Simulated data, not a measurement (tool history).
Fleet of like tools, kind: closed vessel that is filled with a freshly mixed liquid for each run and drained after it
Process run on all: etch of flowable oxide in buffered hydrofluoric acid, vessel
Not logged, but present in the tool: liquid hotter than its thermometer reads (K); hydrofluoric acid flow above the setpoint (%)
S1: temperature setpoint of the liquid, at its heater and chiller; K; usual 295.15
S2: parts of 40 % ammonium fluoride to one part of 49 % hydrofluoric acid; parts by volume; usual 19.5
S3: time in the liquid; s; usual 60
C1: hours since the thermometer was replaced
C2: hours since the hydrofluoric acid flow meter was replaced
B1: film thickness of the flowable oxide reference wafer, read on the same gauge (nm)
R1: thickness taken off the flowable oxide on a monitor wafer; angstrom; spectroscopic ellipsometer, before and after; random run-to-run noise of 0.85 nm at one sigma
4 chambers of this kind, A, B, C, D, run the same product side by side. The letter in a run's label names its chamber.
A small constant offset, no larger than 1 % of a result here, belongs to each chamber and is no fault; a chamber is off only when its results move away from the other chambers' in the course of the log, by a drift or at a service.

{"run": "1C", "hour": 10.9, "S1": 295.15, "S2": 19.5, "S3": 60, "C1": 963.2, "C2": 310.1, "B1": 120.03, "R1": 851.24}
{"run": "2D", "hour": 19.8, "S1": 295.15, "S2": 19.5, "S3": 60, "C1": 516.4, "C2": 171.7, "B1": 120, "R1": 851.73}
{"run": "3A", "hour": 29.1, "S1": 295.15, "S2": 19.5, "S3": 60, "C1": 1044.4, "C2": 926.8, "B1": 120, "R1": 860.53}
{"run": "4B", "hour": 41.4, "S1": 295.15, "S2": 19.5, "S3": 60, "C1": 479.2, "C2": 142.8, "B1": 119.99, "R1": 874.08}
{"hour": 51.0, "done": "chamber C: hydrofluoric acid flow meter replaced"}
{"run": "5B", "hour": 55.9, "S1": 293.15, "S2": 19.5, "S3": 60, "C1": 493.7, "C2": 157.3, "B1": 120.02, "R1": 758.27}
{"run": "6D", "hour": 69.0, "S1": 293.15, "S2": 19.5, "S3": 60, "C1": 565.6, "C2": 220.9, "B1": 120.03, "R1": 767.13}
{"run": "7A", "hour": 80.3, "S1": 293.15, "S2": 19.5, "S3": 60, "C1": 1095.6, "C2": 978, "B1": 120.02, "R1": 769.41}
{"run": "8C", "hour": 89.7, "S1": 293.15, "S2": 19.5, "S3": 60, "C1": 1042, "C2": 38.8, "B1": 120, "R1": 775.37}
{"run": "9D", "hour": 99.4, "S1": 295.15, "S2": 19.5, "S3": 60, "C1": 596, "C2": 251.3, "B1": 120.03, "R1": 861.77}
{"run": "10A", "hour": 111.3, "S1": 295.15, "S2": 19.5, "S3": 60, "C1": 1126.6, "C2": 1009, "B1": 119.99, "R1": 864.89}
{"run": "11C", "hour": 120.4, "S1": 295.15, "S2": 19.5, "S3": 60, "C1": 1072.7, "C2": 69.5, "B1": 120, "R1": 863.32}
{"run": "12B", "hour": 134.6, "S1": 295.15, "S2": 19.5, "S3": 60, "C1": 572.4, "C2": 236, "B1": 119.99, "R1": 862}
{"run": "13D", "hour": 148.1, "S1": 295.15, "S2": 19.5, "S3": 60, "C1": 644.7, "C2": 300, "B1": 120, "R1": 862.72}
{"run": "14B", "hour": 157.4, "S1": 295.15, "S2": 19.5, "S3": 60, "C1": 595.2, "C2": 258.8, "B1": 119.99, "R1": 863.39}
{"run": "15A", "hour": 168.5, "S1": 295.15, "S2": 19.5, "S3": 60, "C1": 1183.8, "C2": 1066.2, "B1": 120.04, "R1": 857.35}
{"run": "16C", "hour": 176.5, "S1": 295.15, "S2": 19.5, "S3": 85, "C1": 1128.8, "C2": 125.6, "B1": 119.99, "R1": 1223.4}
{"run": "17C", "hour": 185.6, "S1": 295.15, "S2": 19.5, "S3": 85, "C1": 1137.9, "C2": 134.7, "B1": 120.01, "R1": 1200}
{"run": "18B", "hour": 192.8, "S1": 295.15, "S2": 19.5, "S3": 85, "C1": 630.6, "C2": 294.2, "B1": 119.97, "R1": 1199.1}
{"run": "19D", "hour": 205.2, "S1": 295.15, "S2": 19.5, "S3": 85, "C1": 701.8, "C2": 357.1, "B1": 120, "R1": 1257.3}
{"run": "20A", "hour": 216.1, "S1": 295.15, "S2": 19.5, "S3": 60, "C1": 1231.4, "C2": 1113.8, "B1": 120, "R1": 856.33}
{"run": "21A", "hour": 228.0, "S1": 295.15, "S2": 13.5, "S3": 60, "C1": 1243.3, "C2": 1125.7, "B1": 119.96, "R1": 1252.5}
{"run": "22D", "hour": 236.0, "S1": 295.15, "S2": 13.5, "S3": 60, "C1": 732.6, "C2": 387.9, "B1": 119.97, "R1": 1253.4}
{"run": "23C", "hour": 245.1, "S1": 295.15, "S2": 13.5, "S3": 60, "C1": 1197.4, "C2": 194.2, "B1": 120.02, "R1": 1232.5}
{"run": "24B", "hour": 253.5, "S1": 295.15, "S2": 13.5, "S3": 60, "C1": 691.3, "C2": 354.9, "B1": 120.01, "R1": 1233.1}
{"run": "25A", "hour": 264.7, "S1": 295.15, "S2": 19.5, "S3": 60, "C1": 1280, "C2": 1162.4, "B1": 120.03, "R1": 857.69}
{"run": "26D", "hour": 278.8, "S1": 295.15, "S2": 19.5, "S3": 60, "C1": 775.4, "C2": 430.7, "B1": 120.01, "R1": 895.11}
{"run": "27C", "hour": 292.5, "S1": 295.15, "S2": 19.5, "S3": 60, "C1": 1244.8, "C2": 241.6, "B1": 119.99, "R1": 867.55}

Decide between three cases: one chamber stands off from its peers, the gauge reading all wafers drifts, or nothing is wrong past each chamber's small offset. Where a chamber is off, say which and what most likely put it there.

Nothing is wrong: each chamber keeps only its own small, steady offset and the gauge holds still.
